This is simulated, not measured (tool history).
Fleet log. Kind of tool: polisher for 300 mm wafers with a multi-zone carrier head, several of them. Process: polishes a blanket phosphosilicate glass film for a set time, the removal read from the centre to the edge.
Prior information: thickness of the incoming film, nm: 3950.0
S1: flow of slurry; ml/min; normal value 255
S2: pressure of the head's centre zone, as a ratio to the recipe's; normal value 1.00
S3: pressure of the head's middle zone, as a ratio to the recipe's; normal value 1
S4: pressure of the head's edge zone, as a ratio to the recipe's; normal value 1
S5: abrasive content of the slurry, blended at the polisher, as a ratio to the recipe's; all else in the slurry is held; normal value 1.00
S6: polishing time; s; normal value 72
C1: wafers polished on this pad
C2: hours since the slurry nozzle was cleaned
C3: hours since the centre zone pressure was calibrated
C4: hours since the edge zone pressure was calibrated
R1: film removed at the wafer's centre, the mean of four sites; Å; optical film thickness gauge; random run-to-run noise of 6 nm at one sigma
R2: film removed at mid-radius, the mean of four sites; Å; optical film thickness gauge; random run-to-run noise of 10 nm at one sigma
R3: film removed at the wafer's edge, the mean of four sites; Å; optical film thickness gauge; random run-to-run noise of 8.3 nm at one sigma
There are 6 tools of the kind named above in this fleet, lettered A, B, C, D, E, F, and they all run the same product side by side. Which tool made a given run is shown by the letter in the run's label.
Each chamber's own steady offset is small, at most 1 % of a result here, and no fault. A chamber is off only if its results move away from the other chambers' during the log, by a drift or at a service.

-- day=0.092 chamber D: worn pad replaced by a new one
run 1F day=0.196 | S1=255 S2=1.00 S3=1 S4=1 S5=1.00 S6=72 | C1=49 C2=83.8 C3=415.0 C4=1120.3 | R1=8433.6 R2=8654.2 R3=8421.5
run 2A day=0.492 | S1=255 S2=1.00 S3=1 S4=1 S5=1.00 S6=72 | C1=481 C2=138.1 C3=494.7 C4=243.9 | R1=8522.5 R2=8509.9 R3=8543.0
run 3C day=0.725 | S1=255 S2=1.00 S3=1 S4=1 S5=1.00 S6=72 | C1=991 C2=216.2 C3=404.6 C4=689.1 | R1=8538.2 R2=8352.1 R3=8565.7
run 4B day=1.012 | S1=255 S2=1.00 S3=1 S4=1 S5=1.00 S6=72 | C1=399 C2=277.6 C3=406.2 C4=971.7 | R1=8563.8 R2=8430.2 R3=8608.6
-- day=1.262 chamber C: centre zone pressure recalibrated
run 5D day=1.433 | S1=255 S2=1.00 S3=1 S4=1 S5=1.00 S6=72 | C1=262 C2=95.7 C3=169.8 C4=368.4 | R1=8490.9 R2=8578.7 R3=8638.6
run 6E day=1.771 | S1=255 S2=1.00 S3=1 S4=1 S5=1.00 S6=89 | C1=686 C2=420.1 C3=166.4 C4=1287.7 | R1=10637.0 R2=10602.0 R3=10473.0
run 7B day=2.004 | S1=255 S2=1.00 S3=1 S4=1 S5=1.00 S6=89 | C1=593 C2=301.4 C3=430.0 C4=995.5 | R1=10749.0 R2=10493.0 R3=10605.0
run 8D day=2.333 | S1=255 S2=1.00 S3=1 S4=1 S5=1.00 S6=89 | C1=438 C2=117.3 C3=191.4 C4=390.0 | R1=10725.0 R2=10683.0 R3=10631.0
run 9F day=2.629 | S1=255 S2=1.00 S3=1 S4=1 S5=1.00 S6=89 | C1=525 C2=142.2 C3=473.4 C4=1178.7 | R1=10572.0 R2=10530.0 R3=10618.0
-- day=2.912 chamber C: worn pad replaced by a new one
-- day=2.921 chamber B: edge zone pressure recalibrated
run 10E day=2.975 | S1=255 S2=1.00 S3=1 S4=1 S5=1.00 S6=89 | C1=921 C2=449.0 C3=195.3 C4=1316.6 | R1=10693.0 R2=10671.0 R3=10576.0
-- day=3.058 chamber E: worn pad replaced by a new one
-- day=3.100 chamber E: edge zone pressure recalibrated
run 11C day=3.208 | S1=255 S2=1.00 S3=1 S4=1 S5=1.00 S6=89 | C1=57 C2=275.8 C3=46.7 C4=748.7 | R1=10520.0 R2=10388.0 R3=10626.0
-- day=3.383 chamber A: worn pad replaced by a new one
run 12A day=3.617 | S1=255 S2=1.00 S3=1 S4=1 S5=1.00 S6=72 | C1=45 C2=213.1 C3=569.7 C4=318.9 | R1=8401.6 R2=8680.9 R3=8648.6
run 13D day=3.983 | S1=255 S2=1.00 S3=1 S4=1 S5=1.00 S6=72 | C1=761 C2=156.9 C3=231.0 C4=429.6 | R1=8575.3 R2=8546.6 R3=8607.9
run 14B day=4.271 | S1=255 S2=1.00 S3=1 S4=1 S5=1.00 S6=72 | C1=1037 C2=355.8 C3=484.4 C4=32.4 | R1=8549.4 R2=8347.0 R3=8534.9
run 15C day=4.583 | S1=255 S2=1.00 S3=1 S4=1 S5=1.00 S6=72 | C1=326 C2=308.8 C3=79.7 C4=781.7 | R1=8523.4 R2=8456.5 R3=8584.6
run 16E day=5.000 | S1=255 S2=1.00 S3=1 S4=1 S5=1.00 S6=72 | C1=379 C2=497.6 C3=243.9 C4=45.6 | R1=8660.7 R2=8594.7 R3=8520.7
-- day=5.308 chamber B: worn pad replaced by a new one
run 17F day=5.354 | S1=255 S2=1.00 S3=1 S4=1 S5=1.00 S6=72 | C1=1058 C2=207.6 C3=538.8 C4=1244.1 | R1=8518.0 R2=8473.9 R3=8614.8
-- day=5.550 chamber B: centre zone pressure recalibrated
run 18A day=5.792 | S1=255 S2=1.00 S3=1 S4=1 S5=1.00 S6=72 | C1=471 C2=265.3 C3=621.9 C4=371.1 | R1=8482.9 R2=8684.4 R3=8553.0
-- day=5.838 chamber D: worn pad replaced by a new one
run 19A day=6.154 | S1=255 S2=1.00 S3=1 S4=1 S5=1.00 S6=72 | C1=542 C2=274.0 C3=630.6 C4=379.8 | R1=8440.3 R2=8597.2 R3=8594.4
run 20F day=6.571 | S1=255 S2=1.00 S3=1 S4=1 S5=1.00 S6=72 | C1=1296 C2=236.8 C3=568.0 C4=1273.3 | R1=8478.4 R2=8543.2 R3=8555.2
run 21C day=6.783 | S1=255 S2=1.00 S3=1 S4=1 S5=1.00 S6=72 | C1=757 C2=361.6 C3=132.5 C4=834.5 | R1=8512.3 R2=8554.8 R3=8603.3
-- day=6.883 chamber F: worn pad replaced by a new one
run 22E day=7.217 | S1=255 S2=1.00 S3=1 S4=1 S5=1.00 S6=72 | C1=813 C2=550.8 C3=297.1 C4=98.8 | R1=8548.1 R2=8444.5 R3=8655.0
-- day=7.458 chamber E: worn pad replaced by a new one
-- day=7.621 chamber A: edge zone pressure recalibrated
run 23D day=7.638 | S1=255 S2=1.00 S3=1 S4=1 S5=1.00 S6=72 | C1=352 C2=244.6 C3=318.7 C4=517.3 | R1=8614.2 R2=8554.6 R3=8664.7
run 24B day=7.904 | S1=255 S2=1.00 S3=1 S4=1 S5=1.25 S6=83 | C1=507 C2=443.0 C3=56.6 C4=119.6 | R1=10945.0 R2=10919.0 R3=10664.0
-- day=8.162 chamber B: slurry nozzle cleaned
-- day=8.267 chamber A: worn pad replaced by a new one
run 25D day=8.325 | S1=255 S2=1.00 S3=1 S4=1 S5=1.25 S6=83 | C1=486 C2=261.1 C3=335.2 C4=533.8 | R1=10837.0 R2=10698.0 R3=10895.0
run 26B day=8.592 | S1=255 S2=1.00 S3=1 S4=1 S5=1.25 S6=83 | C1=642 C2=10.4 C3=73.1 C4=136.1 | R1=10972.0 R2=10739.0 R3=10696.0
run 27F day=8.992 | S1=255 S2=1.00 S3=1 S4=1 S5=1.25 S6=83 | C1=412 C2=294.9 C3=626.1 C4=1331.4 | R1=10837.0 R2=10894.0 R3=10812.0
run 28C day=9.429 | S1=255 S2=1.00 S3=1 S4=1 S5=1.25 S6=83 | C1=1274 C2=425.1 C3=196.0 C4=898.0 | R1=10838.0 R2=10944.0 R3=10860.0
run 29A day=9.862 | S1=255 S2=1.00 S3=1 S4=1 S5=1.25 S6=83 | C1=312 C2=363.0 C3=719.6 C4=53.8 | R1=10823.0 R2=11074.0 R3=10826.0
run 30E day=10.167 | S1=255 S2=1.00 S3=1 S4=1 S5=1.00 S6=72 | C1=530 C2=621.6 C3=367.9 C4=169.6 | R1=8567.5 R2=8720.4 R3=8528.9
run 31C day=10.488 | S1=255 S2=1.00 S3=1 S4=1 S5=1.00 S6=72 | C1=1481 C2=450.5 C3=221.4 C4=923.4 | R1=8489.3 R2=8427.5 R3=8611.0
run 32F day=10.854 | S1=255 S2=1.00 S3=1 S4=1 S5=1.00 S6=72 | C1=777 C2=339.6 C3=670.8 C4=1376.1 | R1=8541.2 R2=8821.6 R3=8615.8
-- day=10.908 chamber B: worn pad replaced by a new one
run 33D day=11.058 | S1=255 S2=1.00 S3=1 S4=1 S5=1.00 S6=72 | C1=1021 C2=326.7 C3=400.8 C4=599.4 | R1=8681.7 R2=8445.8 R3=8568.8
-- day=11.208 chamber E: worn pad replaced by a new one
run 34E day=11.325 | S1=255 S2=1.00 S3=1 S4=1 S5=1.00 S6=72 | C1=23 C2=649.4 C3=395.7 C4=197.4 | R1=8576.7 R2=8480.7 R3=8559.0
run 35A day=11.583 | S1=255 S2=1.00 S3=1 S4=1 S5=1.00 S6=72 | C1=649 C2=404.3 C3=760.9 C4=95.1 | R1=8430.1 R2=8421.8 R3=8642.3
-- day=11.629 chamber D: worn pad replaced by a new one
run 36B day=11.825 | S1=255 S2=1.00 S3=1 S4=1 S5=1.00 S6=72 | C1=180 C2=88.0 C3=150.7 C4=213.7 | R1=8509.9 R2=8609.0 R3=8443.3
run 37F day=12.054 | S1=255 S2=0.96 S3=1 S4=1 S5=1.00 S6=50 | C1=1011 C2=368.4 C3=699.6 C4=1404.9 | R1=5692.0 R2=6033.3 R3=5935.0
run 38D day=12.329 | S1=255 S2=0.96 S3=1 S4=1 S5=1.00 S6=50 | C1=137 C2=357.2 C3=431.3 C4=629.9 | R1=5697.4 R2=6011.0 R3=5987.9
run 39B day=12.562 | S1=255 S2=0.96 S3=1 S4=1 S5=1.00 S6=50 | C1=324 C2=105.7 C3=168.4 C4=231.4 | R1=5786.7 R2=5945.9 R3=5932.2

Which is it: a chamber that has drifted or been left off by a service, a gauge drift common to all chambers, or only each chamber's usual small offset? If a chamber is off, name it and its likeliest cause.

Nothing is wrong: each chamber keeps only its own small, steady offset and the gauge holds still.
